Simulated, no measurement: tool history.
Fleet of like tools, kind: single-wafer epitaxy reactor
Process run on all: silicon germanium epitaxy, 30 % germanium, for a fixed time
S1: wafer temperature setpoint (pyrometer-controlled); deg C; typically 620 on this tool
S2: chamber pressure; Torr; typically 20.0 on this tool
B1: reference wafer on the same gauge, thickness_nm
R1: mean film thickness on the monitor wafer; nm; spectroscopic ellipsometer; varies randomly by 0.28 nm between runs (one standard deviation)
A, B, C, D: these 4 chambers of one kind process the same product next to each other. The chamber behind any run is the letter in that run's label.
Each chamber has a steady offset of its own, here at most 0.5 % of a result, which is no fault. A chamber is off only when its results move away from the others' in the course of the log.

run	hour	S1	S2	B1	R1
1C	10.9	620	20.0	89.111	83.991
2D	19.3	620	20.0	89.078	84.891
3A	26.5	620	20.0	89.055	83.809
4B	34.0	620	20.0	89.135	84.397
5C	42.3	609	15.9	89.085	63.031
6D	54.1	609	15.9	89.070	63.159
7B	63.8	609	15.9	89.128	63.541
8A	73.0	609	15.9	89.141	62.924
9B	81.2	615	18.5	89.085	75.108
10C	89.0	615	18.5	89.207	74.466
11A	95.2	615	18.5	89.054	74.439
12D	101.8	615	18.5	89.128	73.725
13B	108.8	620	20.0	89.139	84.395
14A	120.8	620	20.0	89.016	84.070
15C	128.6	620	20.0	89.170	84.040
16D	140.7	620	20.0	89.076	83.408
17D	151.3	620	20.0	89.200	83.347
18C	157.3	620	20.0	89.134	84.118
19B	164.2	620	20.0	89.080	83.760
20A	173.2	611	20.0	89.187	71.397
21A	184.1	611	20.0	89.048	71.886
22D	192.2	611	20.0	89.077	70.439
23B	200.6	611	20.0	89.128	72.018
24C	210.3	620	20.0	89.087	84.408
25C	217.9	620	20.0	89.175	84.557
26A	228.2	620	20.0	89.083	83.817
27D	238.1	620	20.0	89.167	82.260
28B	246.3	620	20.0	89.135	84.526
29C	257.4	620	20.0	89.163	83.907
30D	264.7	620	20.0	89.090	82.297
31B	270.8	620	20.0	89.152	84.942
32A	281.8	620	20.0	89.094	83.882
33A	291.0	633	23.4	89.102	111.890
34D	299.9	633	23.4	89.137	108.890
35B	311.0	633	23.4	89.070	112.370
36C	322.7	633	23.4	89.101	111.390
37D	331.6	620	20.0	89.137	81.335

All 4 chambers run these settings next. Forecast each chamber's results:
38A	340.4	620	20.0		?
38B	340.4	620	20.0		?
38C	340.4	620	20.0		?
38D	340.4	620	20.0		?

run	R1
38A	83.474
38B	83.972
38C	83.905
38D	80.719

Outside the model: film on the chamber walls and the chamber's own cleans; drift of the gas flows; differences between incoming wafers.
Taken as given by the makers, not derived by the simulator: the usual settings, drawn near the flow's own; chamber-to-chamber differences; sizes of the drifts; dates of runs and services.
